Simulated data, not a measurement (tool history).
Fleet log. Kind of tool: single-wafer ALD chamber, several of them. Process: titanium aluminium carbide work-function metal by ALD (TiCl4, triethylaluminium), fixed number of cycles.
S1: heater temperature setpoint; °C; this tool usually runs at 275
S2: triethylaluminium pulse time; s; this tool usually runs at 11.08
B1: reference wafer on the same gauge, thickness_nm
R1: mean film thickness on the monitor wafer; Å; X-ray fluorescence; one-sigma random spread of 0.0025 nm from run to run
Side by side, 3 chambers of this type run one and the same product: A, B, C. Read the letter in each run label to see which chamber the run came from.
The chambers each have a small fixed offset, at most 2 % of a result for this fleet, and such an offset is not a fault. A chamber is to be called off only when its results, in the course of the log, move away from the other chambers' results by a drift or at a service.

Run 1B, hour 8.5: usual settings; B1 1.66. Result: R1 17.922 Å.
Run 2A, hour 14.6: usual settings; B1 1.6609. Result: R1 17.69 Å.
Run 3C, hour 19.1: usual settings; B1 1.6607. Result: R1 18.196 Å.
Run 4C, hour 26.3: usual settings; B1 1.6604. Result: R1 18.206 Å.
Run 5B, hour 31.4: usual settings; B1 1.6609. Result: R1 17.95 Å.
Run 6A, hour 41.2: usual settings; B1 1.6612. Result: R1 17.777 Å.
Run 7A, hour 50.8: usual settings but S2 14.82 s; B1 1.6611. Result: R1 18.025 Å.
Run 8B, hour 59.6: usual settings but S2 14.82 s; B1 1.6616. Result: R1 18.195 Å.
Run 9C, hour 66.4: usual settings but S2 14.82 s; B1 1.6624. Result: R1 18.486 Å.
At hour 73.2: chamber C: triethylaluminium bottle replaced.
Run 10A, hour 75.3: usual settings; B1 1.6627. Result: R1 17.724 Å.
Run 11C, hour 80.9: usual settings but S1 263 °C, S2 15.31 s; B1 1.6626. Result: R1 17.461 Å.
Run 12B, hour 88.3: usual settings but S1 263 °C, S2 15.31 s; B1 1.6632. Result: R1 17.253 Å.
Run 13B, hour 95.7: usual settings but S1 263 °C, S2 15.31 s; B1 1.6627. Result: R1 17.25 Å.
Run 14A, hour 104.2: usual settings; B1 1.6633. Result: R1 17.749 Å.
Run 15C, hour 112.6: usual settings; B1 1.6632. Result: R1 18.231 Å.
Run 16A, hour 119.4: usual settings; B1 1.6638. Result: R1 17.743 Å.
Run 17C, hour 127.2: usual settings; B1 1.6642. Result: R1 18.277 Å.
Run 18B, hour 135.9: usual settings; B1 1.6642. Result: R1 18 Å.
Run 19C, hour 145.3: usual settings; B1 1.6644. Result: R1 18.249 Å.
Run 20B, hour 153.2: usual settings; B1 1.6644. Result: R1 18.004 Å.
Run 21A, hour 160.1: usual settings; B1 1.6655. Result: R1 17.716 Å.
Run 22A, hour 169.9: usual settings; B1 1.6656. Result: R1 17.769 Å.
Run 23C, hour 177.8: usual settings; B1 1.6651. Result: R1 18.218 Å.
Run 24B, hour 184.3: usual settings; B1 1.6654. Result: R1 17.984 Å.
Run 25B, hour 194.6: usual settings; B1 1.6659. Result: R1 18.023 Å.
Run 26A, hour 200.5: usual settings; B1 1.6653. Result: R1 17.815 Å.
Run 27C, hour 207.1: usual settings; B1 1.6667. Result: R1 18.229 Å.
Run 28C, hour 214.2: usual settings; B1 1.6671. Result: R1 18.265 Å.
Run 29B, hour 219.5: usual settings; B1 1.6677. Result: R1 18.015 Å.
Run 30A, hour 228.8: usual settings but S1 264 °C, S2 13.49 s; B1 1.667. Result: R1 17.096 Å.
Run 31C, hour 236.3: usual settings but S1 264 °C, S2 13.49 s; B1 1.667. Result: R1 17.51 Å.
Run 32A, hour 243.9: usual settings but S1 264 °C, S2 13.49 s; B1 1.6675. Result: R1 17.052 Å.
At hour 249.5: chamber C: thermocouple changed; heater temperature recalibrated.
Run 33B, hour 249.7: usual settings; B1 1.6676. Result: R1 18.038 Å.
Run 34A, hour 257.8: usual settings; B1 1.6679. Result: R1 17.803 Å.
Run 35B, hour 263.8: usual settings but S1 261 °C, S2 14.89 s; B1 1.6678. Result: R1 17.097 Å.
Run 36C, hour 269.6: usual settings but S1 261 °C, S2 14.89 s; B1 1.6679. Result: R1 17.363 Å.
Run 37A, hour 279.3: usual settings but S1 261 °C, S2 14.89 s; B1 1.6687. Result: R1 16.909 Å.
Run 38B, hour 287: usual settings; B1 1.6695. Result: R1 17.98 Å.
Run 39C, hour 293: usual settings; B1 1.6686. Result: R1 18.287 Å.
Run 40A, hour 299.9: usual settings; B1 1.6695. Result: R1 17.796 Å.
Run 41C, hour 304.4: usual settings; B1 1.6689. Result: R1 18.275 Å.

What goes on in this fleet: one chamber off, a drifting gauge, or nothing beyond the chambers' own small offsets? Name the chamber and the cause, if any.

The shared gauge is drifting. All chambers look as if they move in step, but none is off.
Most likely cause: gauge reads high (%) = 0.575.

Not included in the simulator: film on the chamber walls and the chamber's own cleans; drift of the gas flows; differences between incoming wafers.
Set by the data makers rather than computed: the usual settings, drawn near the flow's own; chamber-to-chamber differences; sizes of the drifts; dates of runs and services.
